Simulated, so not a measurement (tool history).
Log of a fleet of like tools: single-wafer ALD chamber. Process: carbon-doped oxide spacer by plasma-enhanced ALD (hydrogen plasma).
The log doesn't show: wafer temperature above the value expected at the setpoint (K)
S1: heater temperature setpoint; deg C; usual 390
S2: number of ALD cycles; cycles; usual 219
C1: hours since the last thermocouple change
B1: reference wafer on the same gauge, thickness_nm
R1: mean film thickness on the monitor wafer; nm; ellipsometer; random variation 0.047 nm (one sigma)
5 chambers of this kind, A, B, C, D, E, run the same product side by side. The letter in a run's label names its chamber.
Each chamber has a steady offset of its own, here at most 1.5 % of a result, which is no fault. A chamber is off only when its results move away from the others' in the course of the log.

run 1C hour=3.9 | S1=390 S2=219 | C1=1992.2 | B1=10.397 | R1=10.984
run 2B hour=10.5 | S1=390 S2=219 | C1=1874.5 | B1=10.397 | R1=10.791
run 3E hour=14.9 | S1=390 S2=219 | C1=1607.6 | B1=10.405 | R1=11.051
run 4A hour=22.1 | S1=390 S2=219 | C1=1894.7 | B1=10.391 | R1=10.923
run 5D hour=30.2 | S1=390 S2=219 | C1=489.8 | B1=10.396 | R1=10.950
run 6D hour=34.5 | S1=390 S2=219 | C1=494.1 | B1=10.398 | R1=10.920
run 7E hour=39.1 | S1=390 S2=219 | C1=1631.8 | B1=10.408 | R1=10.930
run 8A hour=45.4 | S1=390 S2=219 | C1=1918.0 | B1=10.397 | R1=10.914
run 9C hour=49.4 | S1=390 S2=219 | C1=2037.7 | B1=10.391 | R1=11.067
run 10B hour=53.0 | S1=390 S2=219 | C1=1917.0 | B1=10.402 | R1=10.818
run 11A hour=58.9 | S1=390 S2=219 | C1=1931.5 | B1=10.394 | R1=10.970
run 12B hour=63.7 | S1=390 S2=219 | C1=1927.7 | B1=10.393 | R1=10.811
run 13D hour=70.3 | S1=390 S2=219 | C1=529.9 | B1=10.385 | R1=10.884
run 14C hour=77.9 | S1=390 S2=219 | C1=2066.2 | B1=10.409 | R1=11.030
run 15E hour=82.3 | S1=390 S2=219 | C1=1675.0 | B1=10.409 | R1=10.938
run 16C hour=86.9 | S1=390 S2=219 | C1=2075.2 | B1=10.399 | R1=10.981
run 17A hour=93.2 | S1=390 S2=219 | C1=1965.8 | B1=10.392 | R1=10.914
run 18E hour=97.2 | S1=390 S2=219 | C1=1689.9 | B1=10.394 | R1=10.993
run 19D hour=101.8 | S1=390 S2=219 | C1=561.4 | B1=10.397 | R1=10.969
run 20B hour=106.6 | S1=390 S2=219 | C1=1970.6 | B1=10.411 | R1=10.788
run 21A hour=113.9 | S1=390 S2=219 | C1=1986.5 | B1=10.404 | R1=10.953
run 22B hour=120.5 | S1=390 S2=219 | C1=1984.5 | B1=10.403 | R1=10.769
run 23C hour=124.4 | S1=390 S2=249 | C1=2112.7 | B1=10.402 | R1=12.517
run 24E hour=130.3 | S1=390 S2=249 | C1=1723.0 | B1=10.401 | R1=12.425
run 25D hour=136.2 | S1=390 S2=249 | C1=595.8 | B1=10.405 | R1=12.435
run 26E hour=144.0 | S1=390 S2=249 | C1=1736.7 | B1=10.408 | R1=12.418
run 27A hour=151.7 | S1=390 S2=249 | C1=2024.3 | B1=10.404 | R1=12.421
run 28B hour=159.8 | S1=382 S2=219 | C1=2023.8 | B1=10.406 | R1=10.865
run 29C hour=165.5 | S1=382 S2=219 | C1=2153.8 | B1=10.404 | R1=11.026
run 30D hour=172.1 | S1=382 S2=219 | C1=631.7 | B1=10.399 | R1=10.954
run 31C hour=175.7 | S1=382 S2=219 | C1=2164.0 | B1=10.394 | R1=10.998
run 32D hour=180.5 | S1=382 S2=219 | C1=640.1 | B1=10.403 | R1=11.031
run 33E hour=187.2 | S1=390 S2=219 | C1=1779.9 | B1=10.401 | R1=10.947
run 34B hour=191.4 | S1=390 S2=219 | C1=2055.4 | B1=10.399 | R1=10.847

Next, every chamber runs the same settings. What will each give?
run 35A hour=197.2 | S1=390 S2=219 | R1=?
run 35B hour=197.2 | S1=390 S2=219 | R1=?
run 35C hour=197.2 | S1=390 S2=219 | R1=?
run 35D hour=197.2 | S1=390 S2=219 | R1=?
run 35E hour=197.2 | S1=390 S2=219 | R1=?

run=35A R1=10.920
run=35B R1=10.829
run=35C R1=10.950
run=35D R1=11.070
run=35E R1=10.963

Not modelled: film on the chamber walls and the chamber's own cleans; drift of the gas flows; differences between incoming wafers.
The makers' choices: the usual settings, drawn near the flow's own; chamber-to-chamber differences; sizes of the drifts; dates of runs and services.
